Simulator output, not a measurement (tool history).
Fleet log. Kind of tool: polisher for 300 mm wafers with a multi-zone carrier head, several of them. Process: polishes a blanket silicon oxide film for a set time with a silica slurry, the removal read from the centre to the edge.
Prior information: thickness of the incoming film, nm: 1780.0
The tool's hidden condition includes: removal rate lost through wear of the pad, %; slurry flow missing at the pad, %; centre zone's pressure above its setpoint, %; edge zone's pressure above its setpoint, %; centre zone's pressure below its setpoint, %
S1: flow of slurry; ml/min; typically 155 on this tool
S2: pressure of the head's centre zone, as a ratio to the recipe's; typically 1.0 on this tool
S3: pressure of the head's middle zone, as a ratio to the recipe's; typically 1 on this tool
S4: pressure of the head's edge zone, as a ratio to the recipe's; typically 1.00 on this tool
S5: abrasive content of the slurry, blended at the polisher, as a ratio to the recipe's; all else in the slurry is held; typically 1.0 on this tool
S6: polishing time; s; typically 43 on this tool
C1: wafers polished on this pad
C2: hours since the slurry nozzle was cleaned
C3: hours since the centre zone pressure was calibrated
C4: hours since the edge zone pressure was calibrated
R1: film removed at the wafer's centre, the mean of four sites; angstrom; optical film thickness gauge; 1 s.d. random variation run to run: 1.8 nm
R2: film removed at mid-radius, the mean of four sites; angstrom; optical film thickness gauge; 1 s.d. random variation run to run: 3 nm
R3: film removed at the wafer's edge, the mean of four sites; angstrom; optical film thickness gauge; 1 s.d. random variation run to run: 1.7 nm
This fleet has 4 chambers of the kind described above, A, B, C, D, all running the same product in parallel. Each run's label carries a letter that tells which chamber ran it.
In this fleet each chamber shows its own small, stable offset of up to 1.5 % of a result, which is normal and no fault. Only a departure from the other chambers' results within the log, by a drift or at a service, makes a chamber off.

-- hour=3.1 chamber A: worn pad replaced by a new one
-- hour=9.5 chamber B: worn pad replaced by a new one
run 1B hour=9.7 | S1=155 S2=1.0 S3=1 S4=1.00 S5=1.0 S6=43 | C1=2 C2=517.2 C3=45.3 C4=784.8 | R1=2014.3 R2=1977.3 R3=2014.3
run 2C hour=18.2 | S1=155 S2=1.0 S3=1 S4=1.00 S5=1.0 S6=43 | C1=610 C2=283.8 C3=514.3 C4=294.4 | R1=2017.8 R2=2007.7 R3=1985.7
run 3A hour=28.4 | S1=155 S2=1.0 S3=1 S4=1.00 S5=1.0 S6=43 | C1=304 C2=251.5 C3=402.3 C4=563.6 | R1=1983.3 R2=1992.7 R3=2021.9
run 4D hour=37.9 | S1=155 S2=1.0 S3=1 S4=1.00 S5=1.0 S6=43 | C1=1061 C2=209.7 C3=555.0 C4=122.6 | R1=1989.2 R2=1928.0 R3=2007.5
-- hour=41.4 chamber D: worn pad replaced by a new one
run 5C hour=47.3 | S1=155 S2=1.0 S3=1 S4=1.00 S5=1.0 S6=43 | C1=959 C2=312.9 C3=543.4 C4=323.5 | R1=2005.1 R2=1961.7 R3=2001.2
run 6D hour=57.7 | S1=155 S2=1.0 S3=1 S4=1.00 S5=1.0 S6=43 | C1=196 C2=229.5 C3=574.8 C4=142.4 | R1=1988.0 R2=1960.8 R3=1977.4
-- hour=63.0 chamber B: worn pad replaced by a new one
run 7B hour=64.7 | S1=155 S2=1.0 S3=1 S4=1.00 S5=1.0 S6=43 | C1=20 C2=572.2 C3=100.3 C4=839.8 | R1=2015.5 R2=1996.7 R3=1992.6
-- hour=66.2 chamber C: slurry nozzle cleaned
run 8A hour=71.8 | S1=155 S2=1.0 S3=1 S4=1.00 S5=1.0 S6=43 | C1=825 C2=294.9 C3=445.7 C4=607.0 | R1=1982.3 R2=2030.3 R3=2009.3
run 9D hour=79.7 | S1=155 S2=1.0 S3=1 S4=0.93 S5=1.0 S6=43 | C1=460 C2=251.5 C3=596.8 C4=164.4 | R1=2015.0 R2=2017.3 R3=1900.5
run 10B hour=94.0 | S1=155 S2=1.0 S3=1 S4=0.93 S5=1.0 S6=43 | C1=372 C2=601.5 C3=129.6 C4=869.1 | R1=1959.1 R2=2046.4 R3=1903.2
-- hour=100.3 chamber A: worn pad replaced by a new one
run 11C hour=104.2 | S1=155 S2=1.0 S3=1 S4=0.93 S5=1.0 S6=43 | C1=1643 C2=38.1 C3=600.3 C4=380.4 | R1=1967.5 R2=1984.2 R3=1886.3
-- hour=109.9 chamber B: worn pad replaced by a new one
run 12A hour=116.0 | S1=155 S2=1.0 S3=1 S4=0.93 S5=1.0 S6=43 | C1=188 C2=339.1 C3=489.9 C4=651.2 | R1=2006.5 R2=2019.2 R3=1958.4
-- hour=118.2 chamber A: slurry nozzle cleaned
run 13B hour=128.7 | S1=155 S2=1.0 S3=1 S4=1.00 S5=1.0 S6=43 | C1=226 C2=636.2 C3=164.3 C4=903.8 | R1=1995.1 R2=2032.5 R3=1994.3
run 14C hour=139.4 | S1=155 S2=1.0 S3=1 S4=1.00 S5=1.0 S6=43 | C1=2065 C2=73.3 C3=635.5 C4=415.6 | R1=1973.2 R2=1981.8 R3=1958.9
-- hour=140.5 chamber D: worn pad replaced by a new one
-- hour=150.7 chamber B: edge zone pressure recalibrated
run 15D hour=152.3 | S1=155 S2=1.0 S3=1 S4=1.00 S5=1.0 S6=43 | C1=142 C2=324.1 C3=669.4 C4=237.0 | R1=2005.6 R2=1995.7 R3=2022.2
-- hour=159.1 chamber B: worn pad replaced by a new one
run 16A hour=159.5 | S1=155 S2=1.0 S3=1 S4=1.00 S5=1.0 S6=43 | C1=710 C2=41.3 C3=533.4 C4=694.7 | R1=2014.6 R2=1943.1 R3=2022.0
run 17D hour=170.9 | S1=155 S2=1.0 S3=1 S4=1.00 S5=1.0 S6=43 | C1=365 C2=342.7 C3=688.0 C4=255.6 | R1=1998.5 R2=2031.4 R3=2011.4
run 18B hour=185.8 | S1=155 S2=1.0 S3=1 S4=1.00 S5=1.0 S6=43 | C1=321 C2=693.3 C3=221.4 C4=35.1 | R1=2004.6 R2=2055.7 R3=1998.1
-- hour=187.9 chamber A: worn pad replaced by a new one
run 19A hour=192.6 | S1=155 S2=1.0 S3=1 S4=0.89 S5=0.9 S6=43 | C1=56 C2=74.4 C3=566.5 C4=727.8 | R1=1912.4 R2=1886.4 R3=1809.5
run 20C hour=203.5 | S1=155 S2=1.0 S3=1 S4=0.89 S5=0.9 S6=43 | C1=2835 C2=137.4 C3=699.6 C4=479.7 | R1=1819.0 R2=1812.1 R3=1698.3
run 21D hour=211.1 | S1=155 S2=1.0 S3=1 S4=0.89 S5=0.9 S6=43 | C1=848 C2=382.9 C3=728.2 C4=295.8 | R1=1923.1 R2=1924.5 R3=1807.3
-- hour=213.9 chamber B: worn pad replaced by a new one
-- hour=218.3 chamber B: slurry nozzle cleaned
run 22C hour=221.2 | S1=155 S2=1.0 S3=1 S4=0.89 S5=0.9 S6=43 | C1=3048 C2=155.1 C3=717.3 C4=497.4 | R1=1866.6 R2=1808.5 R3=1723.7
run 23B hour=229.4 | S1=155 S2=1.0 S3=1 S4=1.00 S5=1.0 S6=43 | C1=186 C2=11.1 C3=265.0 C4=78.7 | R1=2007.9 R2=2076.0 R3=2000.2
-- hour=232.0 chamber D: edge zone pressure recalibrated
-- hour=240.0 chamber D: worn pad replaced by a new one
run 24A hour=240.8 | S1=115 S2=1.0 S3=1 S4=1.00 S5=1.0 S6=48 | C1=635 C2=122.6 C3=614.7 C4=776.0 | R1=2077.5 R2=2069.1 R3=2142.7
run 25D hour=247.6 | S1=115 S2=1.0 S3=1 S4=1.00 S5=1.0 S6=48 | C1=92 C2=419.4 C3=764.7 C4=15.6 | R1=2084.3 R2=2129.3 R3=2158.8

Has any chamber moved away from the others, gradually or after a service, or does the common gauge drift, or do the chambers differ only by their own small steady offsets? State the chamber and the most likely cause if one applies.

It is chamber C that slowly wanders off from its peers.
Cause: removal rate lost through wear of the pad, % = 5.51.

Here are 4 candidates for chamber C's next run, each the usual settings with a change, their results left as question marks. Which one brings its results back in line with what the others give on the usual settings?
Maximum distance from the other chambers' mean on the usual settings for a result to count as in line: R1 61.0 angstrom; R2 100.0 angstrom; R3 60.0 angstrom
run 26C-1 hour=258.8 | S1=155 S2=1.00 S3=1.00 S4=1.00 S5=1.00 S6=45 | R1=? R2=? R3=?
run 26C-2 hour=258.8 | S1=155 S2=0.99 S3=1.01 S4=1.00 S5=1.05 S6=47 | R1=? R2=? R3=?
run 26C-3 hour=258.8 | S1=155 S2=1.02 S3=0.98 S4=1.00 S5=0.95 S6=39 | R1=? R2=? R3=?
run 26C-4 hour=258.8 | S1=155 S2=1.01 S3=0.99 S4=1.00 S5=1.00 S6=41 | R1=? R2=? R3=?

Other chambers, usual settings, mean: R1 1999.5 angstrom; R2 2008.3 angstrom; R3 2001.4 angstrom
run=26C-1 R1=1997.7 R2=1974.6 R3=1979.4
run=26C-2 R1=2110.3 R2=2128.2 R3=2113.7
run=26C-3 R1=1726.9 R2=1639.8 R3=1675.1
run=26C-4 R1=1839.9 R2=1782.5 R3=1803.7
The right change is 26C-1: it brings the chamber back within the allowed miss of the others.
